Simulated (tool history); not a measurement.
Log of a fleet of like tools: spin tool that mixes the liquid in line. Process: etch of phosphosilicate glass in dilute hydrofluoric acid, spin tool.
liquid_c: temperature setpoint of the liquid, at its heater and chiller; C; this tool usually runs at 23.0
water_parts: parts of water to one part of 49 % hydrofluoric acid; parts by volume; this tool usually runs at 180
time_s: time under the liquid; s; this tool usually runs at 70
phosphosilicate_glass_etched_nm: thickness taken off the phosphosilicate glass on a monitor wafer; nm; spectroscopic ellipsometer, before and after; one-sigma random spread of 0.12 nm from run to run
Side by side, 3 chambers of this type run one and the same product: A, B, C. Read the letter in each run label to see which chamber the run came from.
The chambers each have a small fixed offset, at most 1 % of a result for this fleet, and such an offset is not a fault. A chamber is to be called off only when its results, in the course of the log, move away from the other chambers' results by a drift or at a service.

run   hour  liquid_c  water_parts  time_s  hours since the thermometer was replaced  hours since the hydrofluoric acid flow meter was replaced  read-back film thickness of the phosphosilicate glass reference wafer, read on the same gauge (nm)  phosphosilicate_glass_etched_nm
 1B    4.7      23.0          180      70                                     708.0                                                      524.6                                                                                              130.00                          21.1850
 2C   10.2      23.0          180      70                                     373.7                                                      920.5                                                                                              129.98                          21.3410
 3A   14.4      23.0          180      70                                      81.1                                                      197.3                                                                                              130.01                          21.0680
 4C   21.4      23.0          180      70                                     384.9                                                      931.7                                                                                              129.97                          21.2950
 5A   26.3      23.0          180      70                                      93.0                                                      209.2                                                                                              130.01                          21.0670
 6B   33.8      23.0          180      70                                     737.1                                                      553.7                                                                                              130.00                          21.5210
 7A   40.3      23.0          180      70                                     107.0                                                      223.2                                                                                              129.97                          21.0100
 8B   46.9      23.0          180      70                                     750.2                                                      566.8                                                                                              130.04                          21.3280
 9C   54.9      23.0          180      70                                     418.4                                                      965.2                                                                                              130.02                          20.9540
10B   59.7      23.0          180      70                                     763.0                                                      579.6                                                                                              129.97                          21.4510
11A   66.3      23.0          180      70                                     133.0                                                      249.2                                                                                              130.00                          21.1060
12C   74.9      23.0          180      70                                     438.4                                                      985.2                                                                                              129.98                          20.7750
13A   82.3      23.0          180      70                                     149.0                                                      265.2                                                                                              130.01                          21.3620
14B   86.4      23.0          180      70                                     789.7                                                      606.3                                                                                              130.02                          21.3930
15C   93.4      23.0          180      70                                     456.9                                                     1003.7                                                                                              130.01                          20.6110
16A  101.8      23.0          180      70                                     168.5                                                      284.7                                                                                              130.04                          21.3990
17B  109.3      23.0          180      70                                     812.6                                                      629.2                                                                                              129.96                          21.2540
18C  115.6      27.5           95      70                                     479.1                                                     1025.9                                                                                              130.02                          51.0810
19B  122.6      27.5           95      70                                     825.9                                                      642.5                                                                                              129.97                          52.0000
20C  127.1      27.5           95      70                                     490.6                                                     1037.4                                                                                              130.03                          50.9700
21A  136.3      23.0          180      70                                     203.0                                                      319.2                                                                                              130.03                          21.2220
22C  144.6      23.0          180      70                                     508.1                                                     1054.9                                                                                              130.02                          20.4480
23B  153.1      18.5          180      35                                     856.4                                                      673.0                                                                                              130.01                           9.0256
24A  161.8      18.5          180      35                                     228.5                                                      344.7                                                                                              130.03                           8.8795
25B  169.1      18.5          180      35                                     872.4                                                      689.0                                                                                              129.98                           9.0238
26C  178.3      27.5          180      40                                     541.8                                                     1088.6                                                                                              130.01                          13.3940
27A  186.9      27.5          180      40                                     253.6                                                      369.8                                                                                              130.01                          14.3250
28A  194.8      27.5          180      40                                     261.5                                                      377.7                                                                                              130.04                          14.2750
29C  200.1      23.0          180      70                                     563.6                                                     1110.4                                                                                              129.98                          19.9620
30B  205.6      23.0          180      70                                     908.9                                                      725.5                                                                                              129.99                          21.2650
31B  210.0      23.0          180      70                                     913.3                                                      729.9                                                                                              130.02                          21.5780
32C  218.8      23.0          180      70                                     582.3                                                     1129.1                                                                                              130.00                          19.8750
33A  227.4      27.0          105      70                                     294.1                                                      410.3                                                                                              129.97                          46.8800

The same settings go to every chamber for the next run, one line per chamber below. Forecast the results for each:
34A  234.1      23.0          180      70                                                                                                                                                                                                                                         ?
34B  234.1      23.0          180      70                                                                                                                                                                                                                                         ?
34C  234.1      23.0          180      70                                                                                                                                                                                                                                         ?

run  phosphosilicate_glass_etched_nm
34A                          21.3730
34B                          21.3110
34C                          19.4450
